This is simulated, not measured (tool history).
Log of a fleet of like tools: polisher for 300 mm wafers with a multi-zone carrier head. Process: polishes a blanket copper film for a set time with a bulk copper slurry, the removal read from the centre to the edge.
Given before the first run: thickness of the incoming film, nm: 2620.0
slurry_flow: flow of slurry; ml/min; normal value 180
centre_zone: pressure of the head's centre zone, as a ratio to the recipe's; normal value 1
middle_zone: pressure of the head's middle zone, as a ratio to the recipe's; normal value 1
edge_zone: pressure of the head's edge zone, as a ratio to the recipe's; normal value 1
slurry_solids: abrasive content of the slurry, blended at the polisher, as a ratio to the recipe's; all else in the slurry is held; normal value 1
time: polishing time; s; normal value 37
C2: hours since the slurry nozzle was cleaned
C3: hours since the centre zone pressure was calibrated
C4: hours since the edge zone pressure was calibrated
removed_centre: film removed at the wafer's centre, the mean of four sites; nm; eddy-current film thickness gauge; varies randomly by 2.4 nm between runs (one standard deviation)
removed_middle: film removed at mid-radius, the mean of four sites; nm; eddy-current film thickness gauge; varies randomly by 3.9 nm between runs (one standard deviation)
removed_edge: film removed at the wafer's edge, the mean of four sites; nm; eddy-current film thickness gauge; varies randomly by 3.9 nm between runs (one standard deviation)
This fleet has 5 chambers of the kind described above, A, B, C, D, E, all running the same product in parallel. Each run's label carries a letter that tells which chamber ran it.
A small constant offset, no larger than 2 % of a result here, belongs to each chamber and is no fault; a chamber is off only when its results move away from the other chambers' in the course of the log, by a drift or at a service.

At hour 2.4: chamber C: worn pad replaced by a new one.
Run 1C, hour 3.1: usual settings; wafers polished on this pad 11; C2 196.8; C3 72.4; C4 559.2. Result: removed_centre 276.19 nm, removed_middle 281.49 nm, removed_edge 277.38 nm.
Run 2E, hour 6.9: usual settings; wafers polished on this pad 466; C2 316.7; C3 588.2; C4 447.5. Result: removed_centre 276.58 nm, removed_middle 276.34 nm, removed_edge 282.12 nm.
At hour 7.2: chamber D: slurry nozzle cleaned.
Run 3B, hour 9.5: usual settings; wafers polished on this pad 487; C2 75.2; C3 584.9; C4 287.7. Result: removed_centre 276.32 nm, removed_middle 289.25 nm, removed_edge 276.25 nm.
Run 4D, hour 12.1: usual settings; wafers polished on this pad 369; C2 4.9; C3 907.2; C4 429.9. Result: removed_centre 281.38 nm, removed_middle 280.85 nm, removed_edge 276.62 nm.
Run 5A, hour 16.5: usual settings; wafers polished on this pad 602; C2 181.7; C3 35.6; C4 179.7. Result: removed_centre 277.27 nm, removed_middle 272.75 nm, removed_edge 277.22 nm.
At hour 16.7: chamber B: worn pad replaced by a new one.
Run 6C, hour 22.2: usual settings; wafers polished on this pad 298; C2 215.9; C3 91.5; C4 578.3. Result: removed_centre 274.23 nm, removed_middle 272.69 nm, removed_edge 275.36 nm.
Run 7B, hour 26.5: usual settings; wafers polished on this pad 148; C2 92.2; C3 601.9; C4 304.7. Result: removed_centre 276.43 nm, removed_middle 288.34 nm, removed_edge 276.43 nm.
Run 8D, hour 29.1: usual settings; wafers polished on this pad 625; C2 21.9; C3 924.2; C4 446.9. Result: removed_centre 274.42 nm, removed_middle 277.38 nm, removed_edge 276.57 nm.
Run 9E, hour 32.5: usual settings but slurry_flow 150 ml/min; wafers polished on this pad 851; C2 342.3; C3 613.8; C4 473.1. Result: removed_centre 263.74 nm, removed_middle 269.85 nm, removed_edge 275.61 nm.
At hour 34.3: chamber A: worn pad replaced by a new one.
Run 10A, hour 37.4: usual settings but slurry_flow 150 ml/min; wafers polished on this pad 47; C2 202.6; C3 56.5; C4 200.6. Result: removed_centre 269.93 nm, removed_middle 266.28 nm, removed_edge 266.18 nm.
Run 11D, hour 42.8: usual settings but slurry_flow 150 ml/min; wafers polished on this pad 831; C2 35.6; C3 937.9; C4 460.6. Result: removed_centre 272.26 nm, removed_middle 268.17 nm, removed_edge 264.12 nm.
Run 12B, hour 46.9: usual settings but slurry_flow 150 ml/min; wafers polished on this pad 455; C2 112.6; C3 622.3; C4 325.1. Result: removed_centre 270.23 nm, removed_middle 271.13 nm, removed_edge 276.68 nm.
At hour 47.8: chamber E: slurry nozzle cleaned.
Run 13C, hour 50.4: usual settings but slurry_flow 150 ml/min; wafers polished on this pad 722; C2 244.1; C3 119.7; C4 606.5. Result: removed_centre 267.53 nm, removed_middle 271.53 nm, removed_edge 274.63 nm.
At hour 53.7: chamber C: worn pad replaced by a new one.
Run 14E, hour 54.8: usual settings; wafers polished on this pad 1186; C2 7; C3 636.1; C4 495.4. Result: removed_centre 282.43 nm, removed_middle 284.28 nm, removed_edge 278.38 nm.
Run 15A, hour 58.2: usual settings; wafers polished on this pad 360; C2 223.4; C3 77.3; C4 221.4. Result: removed_centre 279.3 nm, removed_middle 273.45 nm, removed_edge 282.5 nm.
Run 16B, hour 62: usual settings; wafers polished on this pad 682; C2 127.7; C3 637.4; C4 340.2. Result: removed_centre 277.48 nm, removed_middle 284.4 nm, removed_edge 284.72 nm.
At hour 65.3: chamber B: worn pad replaced by a new one.
At hour 65.4: chamber D: worn pad replaced by a new one.
Run 17E, hour 66.5: usual settings; wafers polished on this pad 1362; C2 18.7; C3 647.8; C4 507.1. Result: removed_centre 279.22 nm, removed_middle 273.49 nm, removed_edge 280.02 nm.
At hour 68.7: chamber E: worn pad replaced by a new one.
Run 18C, hour 69.2: usual settings; wafers polished on this pad 234; C2 262.9; C3 138.5; C4 625.3. Result: removed_centre 279.44 nm, removed_middle 283.46 nm, removed_edge 274.1 nm.
Run 19A, hour 74.2: usual settings; wafers polished on this pad 601; C2 239.4; C3 93.3; C4 237.4. Result: removed_centre 278.37 nm, removed_middle 271.06 nm, removed_edge 274.7 nm.
Run 20D, hour 77.4: usual settings; wafers polished on this pad 181; C2 70.2; C3 972.5; C4 495.2. Result: removed_centre 280.7 nm, removed_middle 274.89 nm, removed_edge 278.97 nm.
Run 21C, hour 80.2: usual settings; wafers polished on this pad 399; C2 273.9; C3 149.5; C4 636.3. Result: removed_centre 278.08 nm, removed_middle 284.02 nm, removed_edge 276.17 nm.
Run 22E, hour 85.1: usual settings; wafers polished on this pad 247; C2 37.3; C3 666.4; C4 525.7. Result: removed_centre 275.56 nm, removed_middle 276.6 nm, removed_edge 280.31 nm.
Run 23D, hour 88.5: usual settings; wafers polished on this pad 348; C2 81.3; C3 983.6; C4 506.3. Result: removed_centre 281.13 nm, removed_middle 279.14 nm, removed_edge 272.09 nm.
Run 24A, hour 91.7: usual settings; wafers polished on this pad 864; C2 256.9; C3 110.8; C4 254.9. Result: removed_centre 278.43 nm, removed_middle 271.15 nm, removed_edge 277.21 nm.
Run 25B, hour 94.9: usual settings; wafers polished on this pad 445; C2 160.6; C3 670.3; C4 373.1. Result: removed_centre 277.31 nm, removed_middle 284.16 nm, removed_edge 278.23 nm.
Run 26D, hour 99.6: usual settings; wafers polished on this pad 514; C2 92.4; C3 994.7; C4 517.4. Result: removed_centre 278.58 nm, removed_middle 277.22 nm, removed_edge 270.35 nm.
At hour 100.4: chamber A: worn pad replaced by a new one.
Run 27E, hour 104.2: usual settings; wafers polished on this pad 534; C2 56.4; C3 685.5; C4 544.8. Result: removed_centre 278.67 nm, removed_middle 267.75 nm, removed_edge 272.48 nm.
At hour 105.8: chamber C: worn pad replaced by a new one.
Run 28B, hour 109.7: usual settings; wafers polished on this pad 667; C2 175.4; C3 685.1; C4 387.9. Result: removed_centre 277.94 nm, removed_middle 283.54 nm, removed_edge 279.73 nm.
Run 29C, hour 112.6: usual settings; wafers polished on this pad 103; C2 306.3; C3 181.9; C4 668.7. Result: removed_centre 278.41 nm, removed_middle 278.69 nm, removed_edge 280.16 nm.
At hour 115: chamber B: worn pad replaced by a new one.
Run 30A, hour 116: usual settings; wafers polished on this pad 235; C2 281.2; C3 135.1; C4 279.2. Result: removed_centre 283.22 nm, removed_middle 277.65 nm, removed_edge 273.15 nm.
At hour 118.5: chamber D: centre zone pressure recalibrated.
Run 31C, hour 120.4: usual settings but slurry_solids 0.75; wafers polished on this pad 220; C2 314.1; C3 189.7; C4 676.5. Result: removed_centre 260.8 nm, removed_middle 267.1 nm, removed_edge 259.11 nm.
Run 32A, hour 124.7: usual settings but slurry_solids 0.75; wafers polished on this pad 366; C2 289.9; C3 143.8; C4 287.9. Result: removed_centre 266.5 nm, removed_middle 252.33 nm, removed_edge 259.93 nm.
Run 33D, hour 129: usual settings but slurry_solids 0.75; wafers polished on this pad 956; C2 121.8; C3 10.5; C4 546.8. Result: removed_centre 261.01 nm, removed_middle 266.55 nm, removed_edge 263.35 nm.
Run 34B, hour 132.6: usual settings but slurry_solids 0.75; wafers polished on this pad 265; C2 198.3; C3 708; C4 410.8. Result: removed_centre 263.06 nm, removed_middle 262.54 nm, removed_edge 264.87 nm.
At hour 134.1: chamber D: worn pad replaced by a new one.
Run 35E, hour 135.8: usual settings but slurry_solids 0.75; wafers polished on this pad 1009; C2 88; C3 717.1; C4 576.4. Result: removed_centre 262.49 nm, removed_middle 258.95 nm, removed_edge 269.18 nm.
Run 36C, hour 139.3: usual settings; wafers polished on this pad 504; C2 333; C3 208.6; C4 695.4. Result: removed_centre 277.97 nm, removed_middle 280.56 nm, removed_edge 279.92 nm.
Run 37D, hour 143.5: usual settings; wafers polished on this pad 141; C2 136.3; C3 25; C4 561.3. Result: removed_centre 279.65 nm, removed_middle 275.54 nm, removed_edge 279.5 nm.

What goes on in this fleet: one chamber off, a drifting gauge, or nothing beyond the chambers' own small offsets? Name the chamber and the cause, if any.

All chambers stay in line apart from their small fixed offsets, and the gauge does not drift.
